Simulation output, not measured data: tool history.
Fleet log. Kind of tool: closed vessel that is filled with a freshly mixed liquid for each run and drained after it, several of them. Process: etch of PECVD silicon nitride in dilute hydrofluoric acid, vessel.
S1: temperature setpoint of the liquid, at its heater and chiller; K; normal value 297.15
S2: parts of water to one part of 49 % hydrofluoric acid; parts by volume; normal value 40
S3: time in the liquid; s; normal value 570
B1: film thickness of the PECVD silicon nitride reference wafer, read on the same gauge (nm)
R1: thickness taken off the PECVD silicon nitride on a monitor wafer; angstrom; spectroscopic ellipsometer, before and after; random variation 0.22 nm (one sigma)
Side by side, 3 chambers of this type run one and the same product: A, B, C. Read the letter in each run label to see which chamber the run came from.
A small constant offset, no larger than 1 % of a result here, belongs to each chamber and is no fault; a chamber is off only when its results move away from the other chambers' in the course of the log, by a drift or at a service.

| run | hour | S1 | S2 | S3 | B1 | R1 |
|---|---|---|---|---|---|---|
| 1B | 9.6 | 297.15 | 40 | 570 | 50.009 | 412.48 |
| 2C | 16.9 | 297.15 | 40 | 570 | 49.973 | 405.82 |
| 3A | 24.6 | 297.15 | 40 | 570 | 49.987 | 405.09 |
| 4C | 31.6 | 297.15 | 40 | 570 | 49.994 | 409.46 |
| 5A | 40 | 297.15 | 40 | 570 | 50.028 | 402.96 |
| 6B | 48.2 | 297.15 | 40 | 570 | 50.01 | 407.77 |
| 7C | 57.4 | 297.15 | 40 | 570 | 49.963 | 405.93 |
| 8A | 64.2 | 297.15 | 40 | 570 | 49.972 | 409.36 |
| 9B | 73.8 | 299.65 | 40 | 570 | 49.982 | 486.28 |
| 10A | 80.1 | 299.65 | 40 | 570 | 49.998 | 476.1 |
| 11B | 85.7 | 299.65 | 40 | 570 | 50.023 | 488.24 |
| 12C | 96.5 | 297.15 | 40 | 570 | 49.984 | 403.28 |
| 13A | 105.5 | 297.15 | 40 | 570 | 49.956 | 408.07 |
| 14C | 113.6 | 297.15 | 55 | 570 | 49.99 | 296.83 |
| 15B | 119.7 | 297.15 | 55 | 570 | 49.971 | 305.76 |
| 16B | 124.6 | 297.15 | 55 | 570 | 49.984 | 305.81 |
| 17A | 131 | 297.15 | 40 | 570 | 50.01 | 413.77 |
| 18C | 141.2 | 297.15 | 40 | 570 | 49.997 | 409.58 |
| 19C | 150.4 | 297.15 | 40 | 570 | 50.016 | 405.06 |
| 20A | 159.4 | 297.15 | 40 | 570 | 49.99 | 419.81 |
| 21B | 166.4 | 297.15 | 40 | 570 | 50.002 | 414.18 |
|  | 168.8 | chamber B: hydrofluoric acid flow meter replaced |
| 22A | 174.6 | 297.15 | 40 | 570 | 49.986 | 422.73 |
| 23C | 185.3 | 297.15 | 40 | 570 | 49.99 | 407.07 |
| 24B | 193.2 | 297.15 | 40 | 570 | 49.974 | 411.98 |
| 25B | 203.5 | 297.15 | 40 | 570 | 50.035 | 409.48 |
| 26A | 209.2 | 297.15 | 40 | 570 | 49.952 | 426.36 |
| 27C | 215.3 | 297.15 | 40 | 570 | 49.981 | 409.55 |
| 28A | 220.9 | 297.15 | 40 | 570 | 49.941 | 429.64 |
| 29C | 230.5 | 297.15 | 40 | 570 | 49.999 | 408.74 |
| 30B | 239.9 | 297.15 | 35 | 275 | 49.994 | 225.8 |
| 31A | 245.5 | 297.15 | 35 | 275 | 50.044 | 235.75 |
| 32B | 250.5 | 297.15 | 35 | 275 | 50.011 | 224.85 |
| 33C | 256.9 | 297.15 | 40 | 570 | 49.959 | 406.44 |

Is one chamber out of step, is the gauge drifting, or do the chambers differ by no more than their own small offsets? For an off chamber, give its letter and the likeliest cause.

Little by little, chamber A moves away from the other chambers.
Cause: liquid hotter than its thermometer reads (K) = 0.959.
The log may not tell that from: hydrofluoric acid flow above the setpoint (%).

Here are 4 candidates for chamber A's next run, each the usual settings with a change, their results left as question marks. Which one brings its results back in line with what the others give on the usual settings?
To be in line, a result may differ from the other chambers' mean on the usual settings by at most: R1 7.8 angstrom
| 34A-1 | 264.9 | 297.15 | 40 | 540 |  | ? |
| 34A-2 | 264.9 | 297.65 | 40 | 620 |  | ? |
| 34A-3 | 264.9 | 296.65 | 40 | 525 |  | ? |
| 34A-4 | 264.9 | 298.15 | 40 | 570 |  | ? |

Average result of the remaining chambers running the usual settings: R1 408.64 angstrom
| run | R1 |
|---|---|
| 34A-1 | 411.48 |
| 34A-2 | 488.58 |
| 34A-3 | 386.52 |
| 34A-4 | 464.77 |
34A-1 brings the chamber back in line.
